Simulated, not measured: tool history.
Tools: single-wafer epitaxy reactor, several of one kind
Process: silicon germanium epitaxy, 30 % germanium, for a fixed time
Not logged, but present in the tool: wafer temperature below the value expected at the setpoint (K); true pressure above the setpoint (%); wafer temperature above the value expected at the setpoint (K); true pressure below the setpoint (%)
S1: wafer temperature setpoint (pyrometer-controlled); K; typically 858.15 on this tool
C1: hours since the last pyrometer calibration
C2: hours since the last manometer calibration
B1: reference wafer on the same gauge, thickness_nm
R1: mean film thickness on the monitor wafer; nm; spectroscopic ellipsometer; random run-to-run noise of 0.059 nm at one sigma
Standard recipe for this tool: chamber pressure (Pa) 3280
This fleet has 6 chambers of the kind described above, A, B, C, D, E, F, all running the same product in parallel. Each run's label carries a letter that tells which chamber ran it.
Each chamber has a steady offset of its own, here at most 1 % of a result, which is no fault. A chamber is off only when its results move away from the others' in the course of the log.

run 1A hour=8.5 | S1=858.15 chamber_pressure_(Pa)=3280 | C1=804.2 C2=668.4 | B1=39.107 | R1=48.384
run 2C hour=16.4 | S1=858.15 chamber_pressure_(Pa)=3280 | C1=2713.5 C2=1495.1 | B1=39.085 | R1=49.009
-- hour=20.2 chamber B: capacitance manometer re-zeroed and calibrated
run 3F hour=20.3 | S1=858.15 chamber_pressure_(Pa)=3280 | C1=1415.6 C2=919.8 | B1=39.076 | R1=48.303
run 4D hour=28.3 | S1=858.15 chamber_pressure_(Pa)=3280 | C1=1314.9 C2=772.2 | B1=39.087 | R1=48.043
run 5B hour=33.9 | S1=858.15 chamber_pressure_(Pa)=3280 | C1=121.7 C2=13.7 | B1=39.072 | R1=48.239
run 6E hour=42.6 | S1=858.15 chamber_pressure_(Pa)=3280 | C1=2478.6 C2=986.4 | B1=39.076 | R1=48.393
run 7D hour=49.1 | S1=858.15 chamber_pressure_(Pa)=3760 | C1=1335.7 C2=793 | B1=39.064 | R1=50.694
run 8C hour=52.9 | S1=858.15 chamber_pressure_(Pa)=3760 | C1=2750 C2=1531.6 | B1=39.067 | R1=51.59
run 9F hour=57.9 | S1=858.15 chamber_pressure_(Pa)=3760 | C1=1453.2 C2=957.4 | B1=39.051 | R1=51.043
run 10A hour=66 | S1=858.15 chamber_pressure_(Pa)=3760 | C1=861.7 C2=725.9 | B1=39.064 | R1=51.109
-- hour=70.7 chamber E: pyrometer calibrated
run 11B hour=71.3 | S1=858.15 chamber_pressure_(Pa)=3760 | C1=159.1 C2=51.1 | B1=39.061 | R1=50.909
run 12E hour=78.9 | S1=858.15 chamber_pressure_(Pa)=3760 | C1=8.3 C2=1022.7 | B1=39.049 | R1=50.961
run 13B hour=84.6 | S1=851.15 chamber_pressure_(Pa)=3906 | C1=172.4 C2=64.4 | B1=39.05 | R1=45.191
run 14A hour=91.3 | S1=851.15 chamber_pressure_(Pa)=3906 | C1=887 C2=751.2 | B1=39.033 | R1=45.337
run 15C hour=96.6 | S1=851.15 chamber_pressure_(Pa)=3906 | C1=2793.7 C2=1575.3 | B1=39.038 | R1=45.687
-- hour=98.7 chamber C: capacitance manometer re-zeroed and calibrated
run 16F hour=105.1 | S1=851.15 chamber_pressure_(Pa)=3906 | C1=1500.4 C2=1004.6 | B1=39.02 | R1=45.354
-- hour=106.9 chamber C: pyrometer calibrated
run 17E hour=110.6 | S1=851.15 chamber_pressure_(Pa)=3906 | C1=40 C2=1054.4 | B1=39.017 | R1=45.344
run 18D hour=114.3 | S1=851.15 chamber_pressure_(Pa)=3906 | C1=1400.9 C2=858.2 | B1=39.016 | R1=45.006
run 19F hour=121.3 | S1=858.15 chamber_pressure_(Pa)=3280 | C1=1516.6 C2=1020.8 | B1=39.005 | R1=48.198
run 20B hour=127.6 | S1=858.15 chamber_pressure_(Pa)=3280 | C1=215.4 C2=107.4 | B1=39.015 | R1=48.21
run 21E hour=135.6 | S1=858.15 chamber_pressure_(Pa)=3280 | C1=65 C2=1079.4 | B1=39.002 | R1=48.201
run 22A hour=141.1 | S1=858.15 chamber_pressure_(Pa)=3280 | C1=936.8 C2=801 | B1=38.991 | R1=48.254
run 23C hour=145.8 | S1=858.15 chamber_pressure_(Pa)=3280 | C1=39 C2=47.1 | B1=39.004 | R1=48.756
run 24D hour=150.5 | S1=858.15 chamber_pressure_(Pa)=3280 | C1=1437.1 C2=894.4 | B1=38.989 | R1=47.869
run 25D hour=157.4 | S1=858.15 chamber_pressure_(Pa)=3280 | C1=1444 C2=901.3 | B1=38.979 | R1=47.885
run 26B hour=162.6 | S1=858.15 chamber_pressure_(Pa)=3280 | C1=250.4 C2=142.4 | B1=38.977 | R1=48.11
run 27E hour=168 | S1=858.15 chamber_pressure_(Pa)=3280 | C1=97.4 C2=1111.8 | B1=38.986 | R1=48.286
run 28A hour=175.8 | S1=858.15 chamber_pressure_(Pa)=3280 | C1=971.5 C2=835.7 | B1=38.976 | R1=48.3
run 29C hour=184.4 | S1=858.15 chamber_pressure_(Pa)=3280 | C1=77.6 C2=85.7 | B1=38.982 | R1=48.852
run 30F hour=193 | S1=858.15 chamber_pressure_(Pa)=3280 | C1=1588.3 C2=1092.5 | B1=38.952 | R1=48.213
run 31E hour=201.2 | S1=858.15 chamber_pressure_(Pa)=3280 | C1=130.6 C2=1145 | B1=38.96 | R1=48.223
run 32F hour=208.7 | S1=858.15 chamber_pressure_(Pa)=3280 | C1=1604 C2=1108.2 | B1=38.953 | R1=48.124
run 33C hour=216.6 | S1=858.15 chamber_pressure_(Pa)=3280 | C1=109.8 C2=117.9 | B1=38.941 | R1=48.767
run 34D hour=225.1 | S1=858.15 chamber_pressure_(Pa)=3280 | C1=1511.7 C2=969 | B1=38.942 | R1=47.712
run 35B hour=230.2 | S1=858.15 chamber_pressure_(Pa)=3280 | C1=318 C2=210 | B1=38.934 | R1=48.172
run 36A hour=234.5 | S1=858.15 chamber_pressure_(Pa)=3280 | C1=1030.2 C2=894.4 | B1=38.947 | R1=48.211
run 37F hour=240.1 | S1=858.15 chamber_pressure_(Pa)=3280 | C1=1635.4 C2=1139.6 | B1=38.927 | R1=48.192
run 38B hour=246.8 | S1=858.15 chamber_pressure_(Pa)=3280 | C1=334.6 C2=226.6 | B1=38.912 | R1=48.009
run 39E hour=253.8 | S1=858.15 chamber_pressure_(Pa)=3280 | C1=183.2 C2=1197.6 | B1=38.922 | R1=48.159
-- hour=258.2 chamber D: pyrometer calibrated
run 40D hour=260.6 | S1=858.15 chamber_pressure_(Pa)=3280 | C1=2.5 C2=1004.5 | B1=38.906 | R1=47.876
run 41C hour=266.6 | S1=858.15 chamber_pressure_(Pa)=3280 | C1=159.8 C2=167.9 | B1=38.905 | R1=48.583

All 6 chambers run these settings next. Forecast each chamber's results:
run 42A hour=272.9 | S1=858.15 chamber_pressure_(Pa)=3280 | R1=?
run 42B hour=272.9 | S1=858.15 chamber_pressure_(Pa)=3280 | R1=?
run 42C hour=272.9 | S1=858.15 chamber_pressure_(Pa)=3280 | R1=?
run 42D hour=272.9 | S1=858.15 chamber_pressure_(Pa)=3280 | R1=?
run 42E hour=272.9 | S1=858.15 chamber_pressure_(Pa)=3280 | R1=?
run 42F hour=272.9 | S1=858.15 chamber_pressure_(Pa)=3280 | R1=?

run=42A R1=48.114
run=42B R1=48.127
run=42C R1=48.744
run=42D R1=47.827
run=42E R1=48.195
run=42F R1=48.07

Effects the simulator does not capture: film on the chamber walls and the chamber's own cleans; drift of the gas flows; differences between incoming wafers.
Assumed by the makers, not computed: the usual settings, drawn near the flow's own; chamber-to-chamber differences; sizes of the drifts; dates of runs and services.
